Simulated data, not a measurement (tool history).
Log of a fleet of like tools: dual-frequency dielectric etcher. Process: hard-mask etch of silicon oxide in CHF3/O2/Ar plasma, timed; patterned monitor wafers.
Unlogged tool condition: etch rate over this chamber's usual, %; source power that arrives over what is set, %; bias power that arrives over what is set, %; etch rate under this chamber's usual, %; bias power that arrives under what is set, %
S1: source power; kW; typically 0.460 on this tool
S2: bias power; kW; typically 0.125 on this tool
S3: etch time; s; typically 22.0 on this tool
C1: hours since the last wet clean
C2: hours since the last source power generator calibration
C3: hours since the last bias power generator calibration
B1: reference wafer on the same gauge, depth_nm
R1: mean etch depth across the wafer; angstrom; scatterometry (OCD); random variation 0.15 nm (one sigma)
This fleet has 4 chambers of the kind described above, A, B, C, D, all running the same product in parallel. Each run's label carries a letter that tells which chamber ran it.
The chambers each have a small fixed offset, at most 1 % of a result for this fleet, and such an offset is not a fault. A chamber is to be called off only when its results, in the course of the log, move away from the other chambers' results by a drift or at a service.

| run | day | S1 | S2 | S3 | C1 | C2 | C3 | B1 | R1 |
|---|---|---|---|---|---|---|---|---|---|
|  | 0.217 | chamber B: bias power generator calibrated |
| 1C | 0.392 | 0.460 | 0.125 | 22.0 | 146.6 | 1491.9 | 1549.8 | 36.154 | 349.21 |
|  | 0.429 | chamber A: wet clean of the chamber |
| 2D | 0.779 | 0.460 | 0.125 | 22.0 | 201.6 | 1529.9 | 1763.4 | 36.167 | 345.64 |
| 3A | 1.192 | 0.460 | 0.125 | 22.0 | 18.4 | 1876.2 | 1012.5 | 36.200 | 349.01 |
| 4B | 1.458 | 0.460 | 0.125 | 22.0 | 389.2 | 656.0 | 29.9 | 36.187 | 348.28 |
| 5D | 1.892 | 0.460 | 0.125 | 22.0 | 228.3 | 1556.6 | 1790.1 | 36.186 | 346.54 |
| 6A | 2.225 | 0.460 | 0.125 | 22.0 | 43.2 | 1901.0 | 1037.3 | 36.202 | 351.31 |
| 7C | 2.658 | 0.460 | 0.125 | 22.0 | 201.0 | 1546.3 | 1604.2 | 36.200 | 347.61 |
| 8B | 3.192 | 0.460 | 0.125 | 22.0 | 430.8 | 697.6 | 71.5 | 36.212 | 343.68 |
| 9D | 3.533 | 0.460 | 0.125 | 22.0 | 267.7 | 1596.0 | 1829.5 | 36.160 | 345.89 |
| 10A | 3.804 | 0.460 | 0.125 | 22.0 | 81.1 | 1938.9 | 1075.2 | 36.201 | 350.04 |
| 11C | 4.225 | 0.460 | 0.125 | 22.0 | 238.6 | 1583.9 | 1641.8 | 36.225 | 342.32 |
| 12B | 4.500 | 0.460 | 0.125 | 22.0 | 462.2 | 729.0 | 102.9 | 36.212 | 345.27 |
| 13D | 5.038 | 0.460 | 0.125 | 17.0 | 303.8 | 1632.1 | 1865.6 | 36.224 | 268.46 |
| 14B | 5.492 | 0.460 | 0.125 | 17.0 | 486.0 | 752.8 | 126.7 | 36.174 | 269.40 |
| 15A | 5.746 | 0.460 | 0.125 | 17.0 | 127.7 | 1985.5 | 1121.8 | 36.177 | 271.41 |
| 16C | 6.038 | 0.460 | 0.125 | 17.0 | 282.1 | 1627.4 | 1685.3 | 36.208 | 261.50 |
|  | 6.279 | chamber D: wet clean of the chamber |
| 17B | 6.292 | 0.460 | 0.125 | 22.0 | 505.2 | 772.0 | 145.9 | 36.159 | 346.81 |
| 18A | 6.571 | 0.460 | 0.125 | 22.0 | 147.5 | 2005.3 | 1141.6 | 36.184 | 350.93 |
| 19D | 6.833 | 0.460 | 0.125 | 22.0 | 13.3 | 1675.2 | 1908.7 | 36.209 | 345.57 |
| 20C | 7.179 | 0.460 | 0.125 | 22.0 | 309.5 | 1654.8 | 1712.7 | 36.223 | 338.92 |
| 21B | 7.671 | 0.460 | 0.125 | 22.0 | 538.3 | 805.1 | 179.0 | 36.164 | 348.66 |
| 22A | 8.162 | 0.460 | 0.145 | 22.0 | 185.7 | 2043.5 | 1179.8 | 36.186 | 369.38 |
| 23D | 8.483 | 0.460 | 0.145 | 22.0 | 52.9 | 1714.8 | 1948.3 | 36.213 | 364.38 |
| 24C | 8.950 | 0.460 | 0.145 | 22.0 | 352.0 | 1697.3 | 1755.2 | 36.217 | 352.98 |
| 25B | 9.350 | 0.460 | 0.145 | 22.0 | 578.6 | 845.4 | 219.3 | 36.210 | 366.47 |
| 26C | 9.638 | 0.460 | 0.125 | 22.0 | 368.5 | 1713.8 | 1771.7 | 36.173 | 333.21 |
| 27A | 10.154 | 0.460 | 0.125 | 22.0 | 233.5 | 2091.3 | 1227.6 | 36.222 | 349.08 |
| 28D | 10.538 | 0.370 | 0.125 | 27.5 | 102.2 | 1764.1 | 1997.6 | 36.206 | 395.20 |
| 29A | 10.942 | 0.370 | 0.125 | 27.5 | 252.4 | 2110.2 | 1246.5 | 36.204 | 400.62 |
| 30B | 11.275 | 0.370 | 0.125 | 27.5 | 624.8 | 891.6 | 265.5 | 36.233 | 395.54 |
| 31C | 11.521 | 0.370 | 0.125 | 27.5 | 413.7 | 1759.0 | 1816.9 | 36.175 | 382.81 |
| 32D | 11.792 | 0.460 | 0.125 | 22.0 | 132.3 | 1794.2 | 2027.7 | 36.196 | 345.51 |

One chamber off, gauge drift, or nothing amiss beyond the chambers' own small offsets? If it is a chamber, which one, and what is the likeliest cause?

It is chamber C that slowly wanders off from its peers.
Likeliest cause: etch rate under this chamber's usual, % = 5.15.

Chamber C could run next with any of the 4 candidate recipes listed below; each alters the usual settings, and their results appear as question marks. Which one brings its results back in line with what the other chambers deliver on the usual settings?
In line here means within this much of the mean the other chambers give on the usual settings: R1 5.20 angstrom
| 33C-1 | 12.183 | 0.460 | 0.144 | 22.0 |  |  |  |  | ? |
| 33C-2 | 12.183 | 0.460 | 0.124 | 21.0 |  |  |  |  | ? |
| 33C-3 | 12.183 | 0.450 | 0.123 | 20.0 |  |  |  |  | ? |
| 33C-4 | 12.183 | 0.470 | 0.127 | 24.0 |  |  |  |  | ? |

On the usual settings, the other chambers give on average: R1 347.46 angstrom
| run | R1 |
|---|---|
| 33C-1 | 346.08 |
| 33C-2 | 314.90 |
| 33C-3 | 296.60 |
| 33C-4 | 365.65 |
The answer is 33C-1, which returns the chamber to within the allowed miss of the others.
